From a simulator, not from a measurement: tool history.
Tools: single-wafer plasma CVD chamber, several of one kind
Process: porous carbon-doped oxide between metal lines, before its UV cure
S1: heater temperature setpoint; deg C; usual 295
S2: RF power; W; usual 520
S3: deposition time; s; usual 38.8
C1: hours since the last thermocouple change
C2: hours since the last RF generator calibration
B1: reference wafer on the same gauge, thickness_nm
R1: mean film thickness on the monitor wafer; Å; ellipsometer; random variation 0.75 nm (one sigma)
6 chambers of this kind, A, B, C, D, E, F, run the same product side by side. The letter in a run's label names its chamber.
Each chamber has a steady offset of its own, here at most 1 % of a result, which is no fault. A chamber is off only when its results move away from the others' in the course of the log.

run 1C hour=14.7 | S1=295 S2=520 S3=38.8 | C1=620 C2=1517.6 | B1=263.09 | R1=2204.6
run 2E hour=27.3 | S1=295 S2=520 S3=38.8 | C1=524.6 C2=1302.5 | B1=263.17 | R1=2214.4
run 3D hour=40.8 | S1=295 S2=520 S3=38.8 | C1=269.5 C2=1330.5 | B1=262.9 | R1=2236.5
run 4F hour=51.1 | S1=295 S2=520 S3=38.8 | C1=2144.5 C2=635.2 | B1=262.87 | R1=2198
run 5A hour=64.4 | S1=295 S2=520 S3=38.8 | C1=723.1 C2=199.1 | B1=262.75 | R1=2195.4
run 6B hour=76 | S1=283 S2=520 S3=32.8 | C1=536 C2=337.5 | B1=263.1 | R1=1990.8
run 7A hour=82.9 | S1=283 S2=520 S3=32.8 | C1=741.6 C2=217.6 | B1=262.85 | R1=1994.2
run 8B hour=95.3 | S1=283 S2=520 S3=32.8 | C1=555.3 C2=356.8 | B1=262.99 | R1=2004.6
run 9C hour=104.1 | S1=283 S2=520 S3=32.8 | C1=709.4 C2=1607 | B1=262.81 | R1=1989.3
run 10E hour=112.6 | S1=283 S2=520 S3=32.8 | C1=609.9 C2=1387.8 | B1=263.19 | R1=2016.8
run 11F hour=127.5 | S1=283 S2=520 S3=32.8 | C1=2220.9 C2=711.6 | B1=262.74 | R1=1981.5
-- hour=132.7 chamber D: RF generator calibrated
run 12D hour=142.7 | S1=301 S2=520 S3=38.8 | C1=371.4 C2=10.1 | B1=263.11 | R1=2136.4
run 13E hour=157.4 | S1=301 S2=520 S3=38.8 | C1=654.7 C2=1432.6 | B1=262.76 | R1=2114.3
run 14B hour=171.1 | S1=301 S2=520 S3=38.8 | C1=631.1 C2=432.6 | B1=263 | R1=2114
-- hour=178.1 chamber F: thermocouple changed; heater temperature recalibrated
run 15A hour=183.8 | S1=301 S2=520 S3=38.8 | C1=842.5 C2=318.5 | B1=263.01 | R1=2093.5
run 16C hour=193.6 | S1=301 S2=520 S3=38.8 | C1=798.9 C2=1696.5 | B1=263.01 | R1=2107.4
run 17F hour=202.1 | S1=301 S2=520 S3=38.8 | C1=24.1 C2=786.2 | B1=262.97 | R1=2108.5
run 18D hour=210.2 | S1=295 S2=520 S3=38.8 | C1=438.9 C2=77.6 | B1=262.88 | R1=2212.5
run 19A hour=225.2 | S1=295 S2=520 S3=38.8 | C1=883.9 C2=359.9 | B1=262.94 | R1=2156.5
run 20F hour=240.1 | S1=295 S2=520 S3=38.8 | C1=62.1 C2=824.2 | B1=262.96 | R1=2199
run 21B hour=247 | S1=295 S2=520 S3=38.8 | C1=707 C2=508.5 | B1=263.04 | R1=2180.1
run 22C hour=258.1 | S1=295 S2=520 S3=38.8 | C1=863.4 C2=1761 | B1=263.14 | R1=2172.7
run 23E hour=266.1 | S1=295 S2=520 S3=38.8 | C1=763.4 C2=1541.3 | B1=262.96 | R1=2196.9
run 24D hour=275.2 | S1=295 S2=520 S3=38.8 | C1=503.9 C2=142.6 | B1=262.79 | R1=2214.5
run 25C hour=286.9 | S1=295 S2=520 S3=38.8 | C1=892.2 C2=1789.8 | B1=263.03 | R1=2187.7
-- hour=287.5 chamber C: RF generator calibrated
run 26A hour=297.3 | S1=295 S2=520 S3=38.8 | C1=956 C2=432 | B1=263.03 | R1=2158.6
run 27F hour=305.4 | S1=295 S2=520 S3=38.8 | C1=127.4 C2=889.5 | B1=263.09 | R1=2186.2
run 28D hour=320.2 | S1=295 S2=520 S3=38.8 | C1=548.9 C2=187.6 | B1=263.2 | R1=2223.9
run 29E hour=331.6 | S1=295 S2=595 S3=36.3 | C1=828.9 C2=1606.8 | B1=262.98 | R1=2243.5
run 30B hour=344.2 | S1=295 S2=595 S3=36.3 | C1=804.2 C2=605.7 | B1=263 | R1=2232.3
run 31E hour=355.7 | S1=295 S2=595 S3=36.3 | C1=853 C2=1630.9 | B1=263 | R1=2258.2
run 32D hour=370.3 | S1=295 S2=595 S3=36.3 | C1=599 C2=237.7 | B1=263.32 | R1=2280.1
run 33C hour=378 | S1=295 S2=595 S3=36.3 | C1=983.3 C2=90.6 | B1=263.04 | R1=2233.8
run 34B hour=389.9 | S1=295 S2=595 S3=36.3 | C1=849.9 C2=651.4 | B1=262.91 | R1=2246.3
run 35F hour=397 | S1=309 S2=520 S3=41.1 | C1=219 C2=981.1 | B1=262.76 | R1=2148.6
run 36A hour=410 | S1=309 S2=520 S3=41.1 | C1=1068.7 C2=544.7 | B1=263.09 | R1=2080.6
run 37B hour=419.5 | S1=309 S2=520 S3=41.1 | C1=879.5 C2=681 | B1=263.15 | R1=2145.8
run 38E hour=432 | S1=309 S2=520 S3=41.1 | C1=929.3 C2=1707.2 | B1=262.92 | R1=2163
run 39D hour=445.4 | S1=309 S2=520 S3=41.1 | C1=674.1 C2=312.8 | B1=263 | R1=2165.6
run 40A hour=453 | S1=309 S2=520 S3=41.1 | C1=1111.7 C2=587.7 | B1=262.96 | R1=2078.6

Is one chamber off against the others, does the gauge drift, or is nothing wrong? If a chamber is off, say which, and what the likeliest cause is.

Chamber A drifts away from the others.
Cause: delivered RF power below the setpoint (%) = 4.64.
The log may not tell that from: wafer temperature above the value expected at the setpoint (K).

Here are 4 candidates for chamber A's next run, each the usual settings with a change, their results left as question marks. Which one brings its results back in line with what the others give on the usual settings?
In line means no further than this from the other chambers' mean on the usual settings: R1 26 Å
run 41A-1 hour=463.8 | S1=295 S2=530 S3=38.8 | R1=?
run 41A-2 hour=463.8 | S1=294 S2=530 S3=39.6 | R1=?
run 41A-3 hour=463.8 | S1=295 S2=520 S3=37.4 | R1=?
run 41A-4 hour=463.8 | S1=297 S2=520 S3=38.8 | R1=?

The other chambers' mean on the usual settings: R1 2195.2 Å
run=41A-1 R1=2147.2
run=41A-2 R1=2203.1
run=41A-3 R1=2045.3
run=41A-4 R1=2095.5
41A-2 brings the chamber back in line.
